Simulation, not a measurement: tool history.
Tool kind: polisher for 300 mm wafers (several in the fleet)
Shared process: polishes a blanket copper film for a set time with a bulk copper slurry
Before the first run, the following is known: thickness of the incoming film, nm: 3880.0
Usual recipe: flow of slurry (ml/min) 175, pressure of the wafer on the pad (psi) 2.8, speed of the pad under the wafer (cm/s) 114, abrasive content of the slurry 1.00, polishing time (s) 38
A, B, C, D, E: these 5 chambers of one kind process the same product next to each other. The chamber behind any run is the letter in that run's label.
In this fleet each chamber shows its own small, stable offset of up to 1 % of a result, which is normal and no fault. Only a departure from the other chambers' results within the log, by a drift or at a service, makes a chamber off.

run	hour	flow of slurry (ml/min)	pressure of the wafer on the pad (psi)	speed of the pad under the wafer (cm/s)	abrasive content of the slurry	polishing time (s)	film removed (angstrom)
1D	7.7	175	2.8	114	1.00	38	4793.0
# hour 10.3: chamber A: slurry nozzle cleaned
2E	15.5	175	2.8	114	1.00	38	4855.5
3C	19.8	175	2.8	114	1.00	38	4832.1
# hour 21.9: chamber C: worn pad replaced by a new one
# hour 24.4: chamber A: worn pad replaced by a new one
4B	27.0	175	2.8	114	1.00	38	4719.0
5A	33.7	175	2.8	114	1.00	38	4713.3
6A	37.7	175	2.8	114	1.00	38	4793.7
7D	42.7	175	2.8	114	1.00	38	4820.8
8E	46.6	175	2.8	114	1.00	38	4726.5
9C	53.2	175	2.8	114	1.00	38	4820.8
# hour 54.5: chamber E: worn pad replaced by a new one
10B	58.1	175	2.8	114	1.00	38	4751.4
11A	62.3	175	2.8	114	1.00	38	4752.3
12D	66.0	175	2.8	114	1.00	38	4772.1
13E	71.7	175	2.8	114	1.00	38	4768.1
14B	76.1	175	3.7	114	1.10	38	6371.6
# hour 80.0: chamber E: head pressure recalibrated
15C	82.0	175	3.7	114	1.10	38	6487.5
16E	86.2	175	3.7	114	1.10	38	6051.7
# hour 88.5: chamber E: slurry blender recalibrated
17C	92.5	175	3.7	114	1.10	38	6542.2
# hour 93.4: chamber B: worn pad replaced by a new one
# hour 97.1: chamber D: worn pad replaced by a new one
18A	97.8	175	3.7	114	1.10	38	6402.3
19D	103.8	175	2.8	114	1.00	38	4766.6
20B	107.3	175	2.8	114	1.00	38	4764.4
21E	112.4	175	2.8	114	1.00	38	4505.0
# hour 115.8: chamber A: worn pad replaced by a new one
22D	117.1	175	2.8	114	0.75	38	4473.5
# hour 117.6: chamber D: slurry blender recalibrated
23B	121.6	175	2.8	114	0.75	38	4451.7
24A	128.2	175	2.8	114	0.75	38	4516.1
25C	132.0	175	2.8	114	0.75	38	4534.9
26E	138.9	175	2.8	114	0.75	38	4282.4
27C	143.6	175	2.8	114	1.00	38	4822.7
# hour 144.5: chamber B: slurry blender recalibrated
28B	151.4	175	2.8	114	1.00	38	4725.0
29D	155.0	175	2.8	114	1.00	32	4008.1
30A	159.0	175	2.8	114	1.00	32	4019.8
31E	164.4	175	2.8	114	1.00	32	3794.9

Each of the 5 chambers runs these same settings next. Fill in every chamber's results:
32A	170.3	175	2.8	114	1.00	38	?
32B	170.3	175	2.8	114	1.00	38	?
32C	170.3	175	2.8	114	1.00	38	?
32D	170.3	175	2.8	114	1.00	38	?
32E	170.3	175	2.8	114	1.00	38	?

run	film removed (angstrom)
32A	4807.3
32B	4741.1
32C	4848.3
32D	4751.9
32E	4483.5

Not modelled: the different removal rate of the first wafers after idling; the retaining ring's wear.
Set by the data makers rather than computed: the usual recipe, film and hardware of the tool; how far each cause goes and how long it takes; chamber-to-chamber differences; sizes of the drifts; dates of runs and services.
